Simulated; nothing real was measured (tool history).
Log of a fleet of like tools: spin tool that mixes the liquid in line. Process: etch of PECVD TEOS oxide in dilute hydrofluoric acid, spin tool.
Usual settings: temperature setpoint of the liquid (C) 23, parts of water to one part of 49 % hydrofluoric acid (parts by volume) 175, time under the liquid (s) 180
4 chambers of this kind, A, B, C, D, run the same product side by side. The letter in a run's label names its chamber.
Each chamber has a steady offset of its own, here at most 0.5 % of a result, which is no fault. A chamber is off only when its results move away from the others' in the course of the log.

run   hour  temperature setpoint of the liquid (C)  parts of water to one part of 49 % hydrofluoric acid (parts by volume)  time under the liquid (s)  hours since the thermometer was replaced  hours since the hydrofluoric acid flow meter was replaced  read-back film thickness of the PECVD TEOS oxide reference wafer, read on the same gauge (nm)  thickness taken off the PECVD TEOS oxide on a monitor wafer (angstrom)
 1C    3.6                                      23                                                                     175                        180                                     311.5                                                     1392.5                                                                                         130.03                                                                  77.947
 2B    7.6                                      23                                                                     175                        180                                     350.3                                                     1089.9                                                                                         129.97                                                                  77.494
 3D     10                                      23                                                                     175                        180                                    1640.2                                                      524.7                                                                                         130.01                                                                  77.391
 4A   13.5                                      23                                                                     175                        180                                    1442.7                                                        571                                                                                         130.02                                                                  76.561
 5D   18.8                                      23                                                                     175                        180                                      1649                                                      533.5                                                                                         130.01                                                                  76.854
 6C   21.3                                      20                                                                     175                        180                                     329.2                                                     1410.2                                                                                            130                                                                  69.701
 7B   25.9                                      20                                                                     175                        180                                     368.6                                                     1108.2                                                                                         129.98                                                                  70.086
 8A   30.5                                      20                                                                     175                        180                                    1459.7                                                        588                                                                                            130                                                                  69.205
 9A   33.3                                      20                                                                     175                        180                                    1462.5                                                      590.8                                                                                            130                                                                  69.114
10D   35.8                                      23                                                                     175                        180                                      1666                                                      550.5                                                                                         129.97                                                                  77.863
11B   40.9                                      23                                                                     175                        180                                     383.6                                                     1123.2                                                                                            130                                                                  77.747
12C   45.8                                      23                                                                     175                        180                                     353.7                                                     1434.7                                                                                            130                                                                  78.334
13A   49.8                                      23                                                                     175                        180                                      1479                                                      607.3                                                                                            130                                                                  77.191
14D   52.6                                      23                                                                     175                        180                                    1682.8                                                      567.3                                                                                         130.01                                                                  77.803
15C   56.7                                      23                                                                     175                        180                                     364.6                                                     1445.6                                                                                         129.99                                                                  77.334
16B   61.4                                      23                                                                     175                        180                                     404.1                                                     1143.7                                                                                         129.99                                                                  78.795
17D   66.7                                    26.5                                                                     175                        145                                    1696.9                                                      581.4                                                                                         129.98                                                                  72.499
18B   70.6                                    26.5                                                                     175                        145                                     413.3                                                     1152.9                                                                                         129.99                                                                  69.629
19C   75.1                                    26.5                                                                     175                        145                                       383                                                       1464                                                                                         129.98                                                                  70.845
20A   78.1                                    26.5                                                                     175                        145                                    1507.3                                                      635.6                                                                                         130.03                                                                  69.504
21A   81.4                                      23                                                                     175                        180                                    1510.6                                                      638.9                                                                                            130                                                                  76.488
22D   84.8                                      23                                                                     175                        180                                      1715                                                      599.5                                                                                         130.01                                                                  77.718
23C   89.3                                      23                                                                     175                        180                                     397.2                                                     1478.2                                                                                         130.02                                                                  78.148
24B     93                                      23                                                                     175                        180                                     435.7                                                     1175.3                                                                                         130.01                                                                  76.817
25D   96.2                                      23                                                                     175                        180                                    1726.4                                                      610.9                                                                                         130.02                                                                  77.465
26A    100                                      23                                                                     175                        180                                    1529.2                                                      657.5                                                                                         129.98                                                                   75.01
27C  104.2                                      23                                                                     175                        180                                     412.1                                                     1493.1                                                                                            130                                                                  77.403
28B    107                                      23                                                                     175                        180                                     449.7                                                     1189.3                                                                                         130.01                                                                  77.261
29C  109.7                                      23                                                                     175                        180                                     417.6                                                     1498.6                                                                                         129.99                                                                  77.834
30D  112.9                                      23                                                                     175                        180                                    1743.1                                                      627.6                                                                                         129.99                                                                  76.769
31A  117.1                                      23                                                                     175                        180                                    1546.3                                                      674.6                                                                                         130.01                                                                  73.412
32B  122.1                                      23                                                                     175                        180                                     464.8                                                     1204.4                                                                                         129.99                                                                  78.118
33D  124.6                                      23                                                                     175                        180                                    1754.8                                                      639.3                                                                                         129.97                                                                  77.491
34B  128.3                                      21                                                                     220                        180                                       471                                                     1210.6                                                                                         130.02                                                                  55.127
35A  133.2                                      21                                                                     220                        180                                    1562.4                                                      690.7                                                                                         129.98                                                                  51.594
36C  135.7                                      21                                                                     220                        180                                     443.6                                                     1524.6                                                                                         129.96                                                                  54.456
37A  138.3                                      21                                                                     220                        180                                    1567.5                                                      695.8                                                                                         130.01                                                                  50.912
38C  143.4                                      23                                                                     175                        180                                     451.3                                                     1532.3                                                                                         129.98                                                                  76.762
39D  146.6                                      23                                                                     175                        180                                    1776.8                                                      661.3                                                                                         130.02                                                                  77.425
40B  149.1                                      23                                                                     175                        130                                     491.8                                                     1231.4                                                                                            130                                                                  55.713
41D  151.8                                      23                                                                     175                        130                                      1782                                                      666.5                                                                                            130                                                                  56.096
42B  154.7                                      23                                                                     175                        130                                     497.4                                                       1237                                                                                         130.01                                                                  56.025
43A  157.8                                      23                                                                     175                        130                                      1587                                                      715.3                                                                                            130                                                                  52.018
44C  162.2                                      23                                                                     175                        180                                     470.1                                                     1551.1                                                                                         129.98                                                                  78.393

Is one chamber off against the others, does the gauge drift, or is nothing wrong? If a chamber is off, say which, and what the likeliest cause is.

Chamber A drifts away from the others.
Cause: hydrofluoric acid flow below the setpoint (%) = 6.51.
The log may not tell that from: liquid colder than its thermometer reads (K).

Here are 4 candidates for chamber A's next run, each the usual settings with a change, their results left as question marks. Which one brings its results back in line with what the others give on the usual settings?
In line means no further than this from the other chambers' mean on the usual settings: thickness taken off the PECVD TEOS oxide on a monitor wafer (angstrom) 1.9
45A-1  165.9                                      23                                                                     200                        180                                                                                                                                                                                                                                                                           ?
45A-2  165.9                                    23.5                                                                     155                        180                                                                                                                                                                                                                                                                           ?
45A-3  165.9                                      23                                                                     170                        190                                                                                                                                                                                                                                                                           ?
45A-4  165.9                                      21                                                                     175                        180                                                                                                                                                                                                                                                                           ?

The other chambers' mean on the usual settings: thickness taken off the PECVD TEOS oxide on a monitor wafer (angstrom) 77.647
  run  thickness taken off the PECVD TEOS oxide on a monitor wafer (angstrom)
45A-1                                                                  61.163
45A-2                                                                  84.268
45A-3                                                                  78.339
45A-4                                                                  66.431
45A-3 brings the chamber back in line.
